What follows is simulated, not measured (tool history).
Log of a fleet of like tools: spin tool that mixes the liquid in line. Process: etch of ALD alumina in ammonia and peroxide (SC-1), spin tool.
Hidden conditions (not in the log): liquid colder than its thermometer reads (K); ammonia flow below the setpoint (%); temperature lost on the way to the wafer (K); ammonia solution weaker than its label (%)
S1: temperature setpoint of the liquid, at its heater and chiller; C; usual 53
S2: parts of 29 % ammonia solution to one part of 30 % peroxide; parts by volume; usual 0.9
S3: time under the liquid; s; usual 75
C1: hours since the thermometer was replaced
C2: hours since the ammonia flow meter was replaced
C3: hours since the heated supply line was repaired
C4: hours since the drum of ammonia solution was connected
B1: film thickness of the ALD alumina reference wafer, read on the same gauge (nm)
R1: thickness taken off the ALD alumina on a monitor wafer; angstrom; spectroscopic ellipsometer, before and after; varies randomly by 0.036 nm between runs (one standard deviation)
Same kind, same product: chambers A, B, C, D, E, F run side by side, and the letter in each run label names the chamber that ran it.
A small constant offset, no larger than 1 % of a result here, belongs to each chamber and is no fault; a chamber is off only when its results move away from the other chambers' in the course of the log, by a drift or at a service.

run     day    S1   S2   S3      C1      C2      C3     C4      B1      R1
 1B   0.546    53  0.9   75  1167.5   633.5   348.5  245.2     130  60.295
 2E   1.083    53  0.9   75   416.7   730.9   543.5  440.7  130.02  59.983
 3A   1.517    53  0.9   75   734.2   327.7   764.2   83.6  129.99  60.251
      1.529  -- chamber B: ammonia flow meter replaced
 4F   1.888    53  0.9   75  1209.6   292.8   107.6  297.8     130   60.13
 5C   2.458    53  0.9   75  1105.7   366.4   532.9  705.8  129.99  59.961
 6D   3.104    53  0.9   75  1146.3   625.5   610.4  545.5  129.99  59.218
 7A   3.529    53  0.9   75   782.5     376   812.5  131.9  130.01  59.957
 8E   3.975    53  0.9   75   486.1   800.3   612.9  510.1  129.98   59.69
      4.075  -- chamber E: new drum of ammonia solution connected
 9C   4.496    53  0.9   75  1154.6   415.3   581.8  754.7  130.01  60.305
      4.575  -- chamber C: ammonia flow meter replaced
10B   5.138    53  0.9   75  1277.7    86.7   458.7  355.4     130  59.531
11D   5.512    53  0.9   75  1204.1   683.3   668.2  603.3     130  59.477
12F   6.125    53  0.9   75  1311.3   394.5   209.3  399.5  129.99   59.48
13C    6.65    53  0.9   75  1206.3    49.8   633.5  806.4  130.02  59.846
14A   7.083    53  0.9   75   867.8   461.3   897.8  217.2  130.01  61.036
15E   7.679    53  0.9   75     575   889.2   701.8   86.5  129.98  59.903
16B   8.092    53  0.9   75  1348.6   157.6   529.6  426.3  129.96  58.074
17F   8.525    53  0.9   75  1368.9   452.1   266.9  457.1  129.98   59.51
18D   9.142  56.5  0.9  100  1291.2   770.4   755.3  690.4  129.97  96.424
      9.375  -- chamber D: heated supply line repaired
19D   9.767  56.5  0.9  100  1306.2   785.4     9.4  705.4  129.98  95.227
20F  10.212  56.5  0.9  100  1409.4   492.6   307.4  497.6  130.03  95.472
21B  10.675  56.5  0.9  100  1410.6   219.6   591.6  488.3  130.01  93.648
22E  10.975  56.5  0.9  100   654.1   968.3   780.9  165.6  130.01   97.41
23A  11.538  56.5  0.9  100   974.7   568.2  1004.7  324.1  129.98  95.848
     11.812  -- chamber A: new drum of ammonia solution connected
24C   12.05    53  0.9   75  1335.9   179.4   763.1    936     130  60.131
     12.167  -- chamber C: new drum of ammonia solution connected
25C  12.579    53  0.9   75  1348.6   192.1   775.8     10     130   59.81
26E  13.058    60  1.2   75   704.1  1018.3   830.9  215.6  129.99   90.29
27F  13.562    60  1.2   75  1489.8     573   387.8    578  130.01  89.253
     13.604  -- chamber C: heated supply line repaired
28A  14.058    60  1.2   75  1035.2   628.7  1065.2     54     130  89.068
29B  14.521    60  1.2   75  1502.9   311.9   683.9  580.6  130.01  83.964
     14.996  -- chamber C: thermometer replaced
30D  15.042    60  1.2   75  1432.8     912     136    832  130.02  88.944
31D  15.329    60  1.2   75  1439.7   918.9   142.9  838.9  130.03  88.747
32E  15.808    53  0.9   75   770.1  1084.3   896.9  281.6  130.01  59.797
33B  16.129    53  0.9   75  1541.5   350.5   722.5  619.2  130.01  56.539
34A  16.721    53  0.9   75  1099.1   692.6  1129.1  117.9  130.01  60.381
35C  17.075    53  0.9   75    49.9     300    83.4  117.9     130  60.291
36F  17.704    53  0.9   75  1589.2   672.4   487.2  677.4  129.98  59.494
37F      18    53  0.9   75  1596.3   679.5   494.3  684.5  130.04  59.325
38E  18.342    53  0.9   75   830.9  1145.1   957.7  342.4  129.99  60.426
39C  18.746    53  0.9   75      90   340.1   123.5    158  129.98  59.447
40D    19.2  58.5  0.9   75  1532.6  1011.8   235.8  931.8  130.04  79.976
41A  19.638  58.5  0.9   75  1169.1   762.6  1199.1  187.9  130.02  80.874

One chamber off, gauge drift, or nothing amiss beyond the chambers' own small offsets? If it is a chamber, which one, and what is the likeliest cause?

Chamber B drifts away from the others.
Likeliest cause: temperature lost on the way to the wafer (K) = 1.57.
The log may not tell that from: liquid colder than its thermometer reads (K).

Which of the 4 candidates below, each the usual settings with something changed and its results left as question marks, puts chamber B back in line with what the other chambers give on the usual settings?
In-line tolerance around the mean of the other chambers on the usual settings: R1 1.2 angstrom
42B-1  20.108  51.5  0.9  75                       ?
42B-2  20.108  54.5  0.9  75                       ?
42B-3  20.108    52  0.9  70                       ?
42B-4  20.108    54  0.9  80                       ?

The other chambers' mean on the usual settings: R1 59.969 angstrom
  run      R1
42B-1  50.887
42B-2  59.845
42B-3  48.789
42B-4  62.136
The answer is 42B-2, which returns the chamber to within the allowed miss of the others.
